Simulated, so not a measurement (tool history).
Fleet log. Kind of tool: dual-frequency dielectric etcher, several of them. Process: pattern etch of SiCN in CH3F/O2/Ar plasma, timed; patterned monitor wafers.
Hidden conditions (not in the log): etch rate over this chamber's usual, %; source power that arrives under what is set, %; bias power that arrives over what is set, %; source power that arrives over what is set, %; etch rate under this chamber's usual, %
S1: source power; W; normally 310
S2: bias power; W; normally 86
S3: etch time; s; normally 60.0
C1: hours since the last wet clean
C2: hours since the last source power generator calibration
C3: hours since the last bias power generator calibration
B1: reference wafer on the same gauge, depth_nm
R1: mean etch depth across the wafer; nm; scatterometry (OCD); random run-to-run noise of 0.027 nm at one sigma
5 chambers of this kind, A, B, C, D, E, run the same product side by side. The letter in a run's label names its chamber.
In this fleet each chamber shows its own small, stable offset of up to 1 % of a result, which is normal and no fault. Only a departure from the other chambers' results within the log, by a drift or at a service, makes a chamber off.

run,hour,S1,S2,S3,C1,C2,C3,B1,R1
1D,4.9,310,86,60.0,202.9,1594.1,448.7,22.409,21.967
2A,10.7,310,86,60.0,355.3,4106.3,2380.4,22.408,21.776
3C,20.1,310,86,60.0,138.0,389.6,1971.0,22.410,21.953
4B,28.8,310,86,60.0,366.1,1816.3,1128.0,22.410,21.879
5E,38.3,310,86,60.0,321.7,333.6,133.3,22.416,21.794
6C,46.9,310,86,60.0,164.8,416.4,1997.8,22.421,21.992
7D,55.6,310,86,60.0,253.6,1644.8,499.4,22.420,21.983
8E,63.5,310,86,60.0,346.9,358.8,158.5,22.427,21.814
9B,72.8,310,97,52.0,410.1,1860.3,1172.0,22.425,19.848
10A,77.2,310,97,52.0,421.8,4172.8,2446.9,22.431,19.735
11E,85.6,310,97,52.0,369.0,380.9,180.6,22.438,19.836
12B,93.1,310,97,52.0,430.4,1880.6,1192.3,22.439,19.854
13A,98.0,310,97,52.0,442.6,4193.6,2467.7,22.443,19.741
14C,104.1,310,86,60.0,222.0,473.6,2055.0,22.442,21.986
15D,113.4,310,86,60.0,311.4,1702.6,557.2,22.456,21.997
16D,118.2,310,86,60.0,316.2,1707.4,562.0,22.457,22.001
17E,128.1,310,86,60.0,411.5,423.4,223.1,22.457,21.877
18B,132.6,310,86,60.0,469.9,1920.1,1231.8,22.461,21.897
19A,138.1,310,86,60.0,482.7,4233.7,2507.8,22.464,21.804
# hour 139.2: chamber B: wet clean of the chamber
20C,143.1,310,67,71.5,261.0,512.6,2094.0,22.464,23.909
# hour 150.2: chamber D: wet clean of the chamber
21C,153.0,310,67,71.5,270.9,522.5,2103.9,22.459,23.904
22D,158.3,310,67,71.5,8.2,1747.5,602.1,22.465,23.906
23E,163.4,310,67,71.5,446.8,458.7,258.4,22.470,23.840
# hour 168.8: chamber A: wet clean of the chamber
24A,170.8,310,67,71.5,2.1,4266.4,2540.5,22.469,23.729
25B,180.3,310,86,60.0,41.1,1967.8,1279.5,22.477,21.893
26D,186.6,310,86,60.0,36.5,1775.8,630.4,22.480,22.004
27B,192.0,370,86,45.5,52.8,1979.5,1291.2,22.491,17.735
28E,200.9,370,86,45.5,484.3,496.2,295.9,22.476,17.734
29C,208.0,370,86,45.5,325.9,577.5,2158.9,22.492,17.814
30A,215.6,370,86,45.5,46.9,4311.2,2585.3,22.485,17.675
31D,224.6,370,86,45.5,74.5,1813.8,668.4,22.499,17.877
32E,234.2,310,86,60.0,517.6,529.5,329.2,22.495,21.889
33B,243.6,310,86,60.0,104.4,2031.1,1342.8,22.503,21.900
34A,251.2,360,102,60.0,82.5,4346.8,2620.9,22.509,24.514
35C,255.8,360,102,60.0,373.7,625.3,2206.7,22.509,24.794
36D,261.3,360,102,60.0,111.2,1850.5,705.1,22.516,24.947
37C,266.8,360,102,60.0,384.7,636.3,2217.7,22.505,24.749

What goes on in this fleet: one chamber off, a drifting gauge, or nothing beyond the chambers' own small offsets? Name the chamber and the cause, if any.

No chamber is off; the gauge reading every chamber's wafers drifts, which makes the whole fleet appear to move together.
Cause: gauge reads high (%) = 0.509.

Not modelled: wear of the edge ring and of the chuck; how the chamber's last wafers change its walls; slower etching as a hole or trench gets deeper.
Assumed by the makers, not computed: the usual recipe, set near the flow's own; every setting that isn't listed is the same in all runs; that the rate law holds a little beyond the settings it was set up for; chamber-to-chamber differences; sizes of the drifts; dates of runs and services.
